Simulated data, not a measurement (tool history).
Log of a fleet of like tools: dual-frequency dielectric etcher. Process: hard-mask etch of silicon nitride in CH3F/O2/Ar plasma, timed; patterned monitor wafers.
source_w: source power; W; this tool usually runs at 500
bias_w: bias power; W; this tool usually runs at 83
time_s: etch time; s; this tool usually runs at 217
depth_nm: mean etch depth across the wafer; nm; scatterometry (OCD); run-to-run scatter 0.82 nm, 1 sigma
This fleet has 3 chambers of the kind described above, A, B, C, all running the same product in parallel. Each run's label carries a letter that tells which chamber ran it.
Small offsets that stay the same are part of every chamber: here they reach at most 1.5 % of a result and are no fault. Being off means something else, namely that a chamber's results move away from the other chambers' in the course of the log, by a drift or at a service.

| run | hour | source_w | bias_w | time_s | hours since the last wet clean | hours since the last source power generator calibration | hours since the last bias power generator calibration | read-back reference wafer on the same gauge, depth_nm | depth_nm |
|---|---|---|---|---|---|---|---|---|---|
| 1B | 6.9 | 500 | 83 | 217 | 263.5 | 3223.5 | 197.4 | 164.04 | 170.75 |
| 2C | 18.7 | 500 | 83 | 217 | 326.1 | 3220.6 | 440.7 | 163.96 | 173.13 |
| 3A | 28.1 | 500 | 83 | 217 | 58.8 | 1520.6 | 141.4 | 163.90 | 174.21 |
| 4B | 34.9 | 500 | 83 | 217 | 291.5 | 3251.5 | 225.4 | 163.97 | 173.01 |
| 5C | 41.7 | 500 | 83 | 217 | 349.1 | 3243.6 | 463.7 | 164.21 | 173.15 |
| 6A | 51.2 | 500 | 83 | 243 | 81.9 | 1543.7 | 164.5 | 164.01 | 194.26 |
| 7A | 61.6 | 500 | 83 | 243 | 92.3 | 1554.1 | 174.9 | 163.77 | 194.88 |
| 8C | 67.4 | 500 | 83 | 243 | 374.8 | 3269.3 | 489.4 | 163.81 | 194.07 |
| 9B | 75.1 | 500 | 83 | 217 | 331.7 | 3291.7 | 265.6 | 164.14 | 171.43 |
| 10A | 83.8 | 500 | 83 | 217 | 114.5 | 1576.3 | 197.1 | 164.24 | 172.18 |
| 11B | 93.1 | 500 | 83 | 217 | 349.7 | 3309.7 | 283.6 | 163.88 | 172.39 |
| 12C | 104.2 | 500 | 83 | 217 | 411.6 | 3306.1 | 526.2 | 163.86 | 174.07 |
| 13C | 113.8 | 500 | 83 | 217 | 421.2 | 3315.7 | 535.8 | 163.75 | 174.14 |
| 14A | 122.0 | 500 | 83 | 217 | 152.7 | 1614.5 | 235.3 | 164.05 | 175.22 |
| 15B | 133.2 | 500 | 83 | 217 | 389.8 | 3349.8 | 323.7 | 163.95 | 171.28 |
| 16C | 141.5 | 500 | 83 | 217 | 448.9 | 3343.4 | 563.5 | 163.99 | 176.21 |
| 17A | 152.4 | 500 | 83 | 217 | 183.1 | 1644.9 | 265.7 | 164.01 | 173.70 |
| 18B | 158.5 | 580 | 83 | 217 | 415.1 | 3375.1 | 349.0 | 164.10 | 180.88 |
| 19A | 168.1 | 580 | 83 | 217 | 198.8 | 1660.6 | 281.4 | 163.98 | 184.12 |
| 20B | 178.8 | 580 | 83 | 217 | 435.4 | 3395.4 | 369.3 | 163.85 | 182.37 |
| 21C | 185.0 | 500 | 83 | 217 | 492.4 | 3386.9 | 607.0 | 164.14 | 177.03 |
| 22B | 196.8 | 500 | 83 | 217 | 453.4 | 3413.4 | 387.3 | 163.89 | 170.14 |
| 23A | 208.7 | 500 | 83 | 217 | 239.4 | 1701.2 | 322.0 | 164.04 | 174.53 |
| 24C | 219.0 | 500 | 83 | 217 | 526.4 | 3420.9 | 641.0 | 163.89 | 179.00 |
| 25B | 225.6 | 570 | 63 | 217 | 482.2 | 3442.2 | 416.1 | 163.93 | 163.24 |
| 26A | 231.5 | 570 | 63 | 217 | 262.2 | 1724.0 | 344.8 | 164.08 | 166.67 |
|  | 234.9 | chamber B: wet clean of the chamber |
| 27C | 241.2 | 570 | 63 | 217 | 548.6 | 3443.1 | 663.2 | 163.89 | 173.69 |
| 28C | 251.8 | 500 | 83 | 217 | 559.2 | 3453.7 | 673.8 | 164.19 | 180.91 |
| 29B | 259.0 | 500 | 83 | 217 | 24.2 | 3475.6 | 449.5 | 163.91 | 170.94 |
| 30A | 270.6 | 500 | 83 | 217 | 301.3 | 1763.1 | 383.9 | 163.81 | 173.78 |
| 31C | 282.0 | 410 | 83 | 217 | 589.4 | 3483.9 | 704.0 | 164.27 | 167.27 |

For the next run the whole fleet of 3 chambers uses the same settings. Give each chamber's results:
| 32A | 291.0 | 500 | 83 | 217 |  |  |  |  | ? |
| 32B | 291.0 | 500 | 83 | 217 |  |  |  |  | ? |
| 32C | 291.0 | 500 | 83 | 217 |  |  |  |  | ? |

| run | depth_nm |
|---|---|
| 32A | 173.95 |
| 32B | 172.00 |
| 32C | 179.88 |
